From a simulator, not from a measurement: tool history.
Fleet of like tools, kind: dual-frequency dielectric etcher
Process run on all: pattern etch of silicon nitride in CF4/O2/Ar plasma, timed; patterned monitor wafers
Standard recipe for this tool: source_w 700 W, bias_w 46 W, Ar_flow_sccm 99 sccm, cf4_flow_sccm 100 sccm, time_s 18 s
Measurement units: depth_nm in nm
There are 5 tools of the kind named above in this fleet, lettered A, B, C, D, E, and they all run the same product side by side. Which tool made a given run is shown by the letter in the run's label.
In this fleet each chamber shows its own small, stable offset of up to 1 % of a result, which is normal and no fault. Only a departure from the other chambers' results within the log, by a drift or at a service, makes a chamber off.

run   hour  source_w  bias_w  Ar_flow_sccm  cf4_flow_sccm  time_s  read-back reference wafer on the same gauge, depth_nm  depth_nm
 1B    7.2       700      46            99            100      18                                                 47.183    44.173
 2C   17.3       700      46            99            100      18                                                 47.228    44.318
 3D   24.8       700      46            99            100      18                                                 47.211    44.696
 4E   31.3       700      46            99            100      18                                                 47.209    44.404
      38.4  -- chamber A: source power generator calibrated
 5A   43.4       700      46            99            100      18                                                 47.221    44.549
 6A   50.6       700      46            99            100      18                                                 47.231    44.651
      52.2  -- chamber C: wet clean of the chamber
 7B     61       700      46            99            100      18                                                 47.174    44.575
 8D   71.6       700      46            99            100      18                                                 47.206    44.932
 9E   82.2       700      46           108             78      18                                                 47.124    42.053
10C   92.7       700      46           108             78      18                                                 47.229    42.188
11D  100.2       700      46           108             78      18                                                 47.195    43.012
12B  107.3       700      46           108             78      18                                                   47.2      42.3
13C  115.8       700      46           108             78      18                                                 47.161    42.514
     118.4  -- chamber E: Ar flow controller replaced
14A  128.8       700      46            99            100      18                                                 47.195     44.28
15E  140.2       700      46            85            100      18                                                 47.265     44.85
16D  146.3       700      46            85            100      18                                                 47.207    45.563
17B  152.8       700      46            85            100      18                                                 47.201    45.245
18C  163.3       700      46            85            100      18                                                 47.178    45.181
     165.2  -- chamber D: wet clean of the chamber
19E  172.5       700      46            85            100      18                                                 47.177    45.434
20A  183.4       700      46            99            100      18                                                  47.23    44.179
21B  196.7       700      46            99            100      18                                                 47.209    44.455
22A  208.3       700      46            99            100      18                                                 47.195    44.525
23E    220       700      46            99            100      18                                                 47.258     44.14
24C  226.2       700      46            99            100      18                                                 47.192    44.495
25D  234.3       700      46            99            100      18                                                 47.227    44.927
26D  243.6       700      46            99            100      18                                                 47.206    44.744
     247.7  -- chamber B: wet clean of the chamber
27B  252.3       700      46            99            100      18                                                 47.185    44.261
     260.5  -- chamber A: wet clean of the chamber
28C  263.3       700      46            99            100      18                                                 47.227    44.609
29A  276.7       700      46            99            100      18                                                 47.239    44.178
30E  285.9       700      46            99            100      18                                                 47.254    44.563
31C  296.5       700      46            99            100      18                                                  47.21    44.396
32B    304       700      46            99            100      18                                                 47.231    44.194
33D  313.9       700      46            99            100      18                                                 47.191    44.871
34A  324.8       700      46            99            100      18                                                 47.242    44.811
35E  335.4       700      50            99            100      14                                                  47.23    35.547
36D  341.8       700      50            99            100      14                                                 47.183    36.036

Which is it: a chamber that has drifted or been left off by a service, a gauge drift common to all chambers, or only each chamber's usual small offset? If a chamber is off, name it and its likeliest cause.

Nothing is wrong: each chamber keeps only its own small, steady offset and the gauge holds still.
